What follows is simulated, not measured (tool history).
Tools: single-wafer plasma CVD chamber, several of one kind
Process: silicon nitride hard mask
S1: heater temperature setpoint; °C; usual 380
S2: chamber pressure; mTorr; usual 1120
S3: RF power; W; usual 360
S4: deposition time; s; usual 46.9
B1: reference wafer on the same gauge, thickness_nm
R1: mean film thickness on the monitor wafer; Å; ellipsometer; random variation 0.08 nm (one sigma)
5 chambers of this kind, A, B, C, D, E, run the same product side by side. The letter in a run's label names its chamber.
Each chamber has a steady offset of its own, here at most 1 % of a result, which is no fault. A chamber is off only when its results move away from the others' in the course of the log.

| run | day | S1 | S2 | S3 | S4 | B1 | R1 |
|---|---|---|---|---|---|---|---|
| 1E | 0.279 | 380 | 1120 | 360 | 46.9 | 62.189 | 546.54 |
| 2B | 0.575 | 380 | 1120 | 360 | 46.9 | 62.215 | 545.99 |
| 3D | 0.812 | 380 | 1120 | 360 | 46.9 | 62.241 | 550.67 |
| 4A | 1.108 | 380 | 1120 | 360 | 46.9 | 62.238 | 551.39 |
| 5C | 1.425 | 380 | 1120 | 360 | 46.9 | 62.270 | 546.15 |
| 6E | 1.638 | 380 | 1120 | 360 | 46.9 | 62.260 | 547.67 |
| 7B | 1.971 | 380 | 1120 | 360 | 46.9 | 62.264 | 545.71 |
| 8D | 2.146 | 380 | 1120 | 360 | 46.9 | 62.278 | 550.26 |
| 9C | 2.388 | 380 | 1120 | 360 | 46.9 | 62.285 | 548.53 |
| 10A | 2.567 | 380 | 1120 | 360 | 46.9 | 62.291 | 551.25 |
| 11D | 2.912 | 380 | 1120 | 360 | 46.9 | 62.308 | 550.54 |
| 12C | 3.271 | 380 | 1300 | 360 | 52.7 | 62.310 | 645.56 |
| 13B | 3.479 | 380 | 1300 | 360 | 52.7 | 62.351 | 643.25 |
| 14E | 3.742 | 380 | 1300 | 360 | 52.7 | 62.347 | 645.70 |
|  | 3.821 | chamber E: RF generator calibrated |
| 15A | 4.038 | 380 | 1300 | 360 | 52.7 | 62.387 | 651.07 |
| 16C | 4.292 | 380 | 1300 | 360 | 52.7 | 62.388 | 645.57 |
| 17B | 4.579 | 380 | 1120 | 360 | 46.9 | 62.378 | 546.88 |
| 18E | 4.862 | 380 | 1120 | 430 | 46.9 | 62.396 | 610.11 |
| 19A | 5.233 | 380 | 1120 | 430 | 46.9 | 62.405 | 616.15 |
| 20D | 5.592 | 380 | 1120 | 430 | 46.9 | 62.422 | 616.04 |
| 21B | 5.946 | 380 | 1120 | 430 | 46.9 | 62.423 | 610.63 |
| 22E | 6.254 | 380 | 1120 | 430 | 46.9 | 62.458 | 610.86 |
| 23A | 6.575 | 380 | 1120 | 360 | 46.9 | 62.446 | 553.46 |
| 24D | 6.817 | 380 | 1220 | 360 | 46.9 | 62.466 | 568.17 |
| 25C | 7.129 | 380 | 1220 | 360 | 46.9 | 62.494 | 565.22 |
| 26B | 7.479 | 380 | 1220 | 360 | 46.9 | 62.510 | 563.27 |
| 27D | 7.692 | 380 | 1220 | 360 | 46.9 | 62.502 | 568.75 |
| 28C | 7.983 | 380 | 1220 | 360 | 46.9 | 62.517 | 564.81 |
| 29E | 8.275 | 380 | 1120 | 360 | 46.9 | 62.508 | 549.58 |
| 30A | 8.596 | 380 | 1120 | 360 | 46.9 | 62.540 | 554.44 |
| 31C | 8.846 | 380 | 1120 | 360 | 46.9 | 62.542 | 547.58 |
| 32B | 9.038 | 380 | 1120 | 360 | 46.9 | 62.573 | 548.47 |
| 33A | 9.200 | 380 | 860 | 360 | 46.9 | 62.583 | 505.02 |

What goes on in this fleet: one chamber off, a drifting gauge, or nothing beyond the chambers' own small offsets? Name the chamber and the cause, if any.

The gauge drifts, so all chambers seem to drift together. No chamber is off.
Cause: gauge reads high (%) = 0.6.
